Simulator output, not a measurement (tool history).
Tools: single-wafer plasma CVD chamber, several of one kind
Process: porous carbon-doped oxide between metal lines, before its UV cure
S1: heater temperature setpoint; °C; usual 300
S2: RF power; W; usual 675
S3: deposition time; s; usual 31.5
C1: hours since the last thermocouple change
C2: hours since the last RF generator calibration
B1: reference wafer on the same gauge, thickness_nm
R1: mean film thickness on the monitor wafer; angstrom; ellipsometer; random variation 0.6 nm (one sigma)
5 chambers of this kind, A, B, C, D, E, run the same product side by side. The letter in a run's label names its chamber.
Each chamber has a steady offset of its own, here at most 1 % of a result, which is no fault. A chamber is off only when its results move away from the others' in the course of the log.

run,hour,S1,S2,S3,C1,C2,B1,R1
1A,5.5,300,675,31.5,2475.4,485,240.09,2054.9
2E,14.8,300,675,31.5,1496.4,40.1,240.02,2070.4
3C,20.8,300,675,31.5,201.1,545.9,239.82,2067.8
4B,29.2,300,675,31.5,608.9,787.8,240.1,2081.5
5D,36.4,300,675,31.5,1465.2,1375.1,239.77,2059.9
6E,46.9,309,755,31.5,1528.5,72.2,240.04,2106.9
7B,55.4,309,755,31.5,635.1,814,240.03,2120.8
8D,61.7,309,755,31.5,1490.5,1400.4,239.93,2099.3
9A,68.8,309,755,31.5,2538.7,548.3,240.08,2103.4
10C,74.6,309,755,31.5,254.9,599.7,239.94,2103.1
11B,79.6,300,675,31.5,659.3,838.2,240.04,2080.2
12D,86,293,675,36.4,1514.8,1424.7,239.98,2472.1
13A,93.8,293,675,36.4,2563.7,573.3,240,2451.2
14C,99.2,293,675,36.4,279.5,624.3,240.24,2483
15E,107.8,293,675,36.4,1589.4,133.1,240.14,2482.1
16B,117.5,293,675,36.4,697.2,876.1,240.14,2512
17D,123.3,300,675,31.5,1552.1,1462,240.11,2061.1
18C,132.5,300,675,31.5,312.8,657.6,239.95,2064.6
19A,141,300,675,31.5,2610.9,620.5,240.05,2023.1
20E,149.3,300,675,31.5,1630.9,174.6,240.12,2073.9
21E,158.7,300,675,31.5,1640.3,184,239.97,2056.9
22A,166.2,300,675,31.5,2636.1,645.7,239.87,2013
23B,173.6,300,675,31.5,753.3,932.2,240.06,2090.3
24D,184.3,300,675,31.5,1613.1,1523,240.01,2046.7
25C,192.8,300,675,31.5,373.1,717.9,240.02,2062
26C,198.9,310,600,31.5,379.2,724,240.17,1818
27E,206.9,310,600,31.5,1688.5,232.2,240.13,1802.3
28A,215.7,310,600,31.5,2685.6,695.2,239.96,1752.5
29B,220.7,310,600,31.5,800.4,979.3,240.2,1831.4
30D,225.7,310,600,31.5,1654.5,1564.4,239.98,1810
# hour 234.4: chamber A: thermocouple changed; heater temperature recalibrated
31A,237.3,300,675,31.5,2.9,716.8,239.86,1989.2
32E,247.2,300,675,31.5,1728.8,272.5,239.9,2072.8
33D,254.8,300,675,31.5,1683.6,1593.5,240.14,2065
34B,261.1,300,675,31.5,840.8,1019.7,239.94,2087.8
35C,266.3,300,675,31.5,446.6,791.4,240.17,2056.6
36E,272.1,300,675,31.5,1753.7,297.4,239.98,2066.1
37C,278.1,300,675,31.5,458.4,803.2,240.03,2062.6
38B,285.6,300,675,31.5,865.3,1044.2,240.09,2084

What goes on in this fleet: one chamber off, a drifting gauge, or nothing beyond the chambers' own small offsets? Name the chamber and the cause, if any.

Chamber A drifts away from the others.
Cause: delivered RF power below the setpoint (%) = 5.89.

Here are 4 candidates for chamber A's next run, each the usual settings with a change, their results left as question marks. Which one brings its results back in line with what the others give on the usual settings?
In line means no further than this from the other chambers' mean on the usual settings: R1 21 angstrom
39A-1,293.9,302,640,31.5,,,,?
39A-2,293.9,299,690,32.4,,,,?
39A-3,293.9,303,675,31.5,,,,?
39A-4,293.9,297,675,31.5,,,,?

The other chambers' mean on the usual settings: R1 2070.2 angstrom
run,R1
39A-1,1882.1
39A-2,2066.7
39A-3,1938.2
39A-4,2005.1
39A-2 brings the chamber back in line.
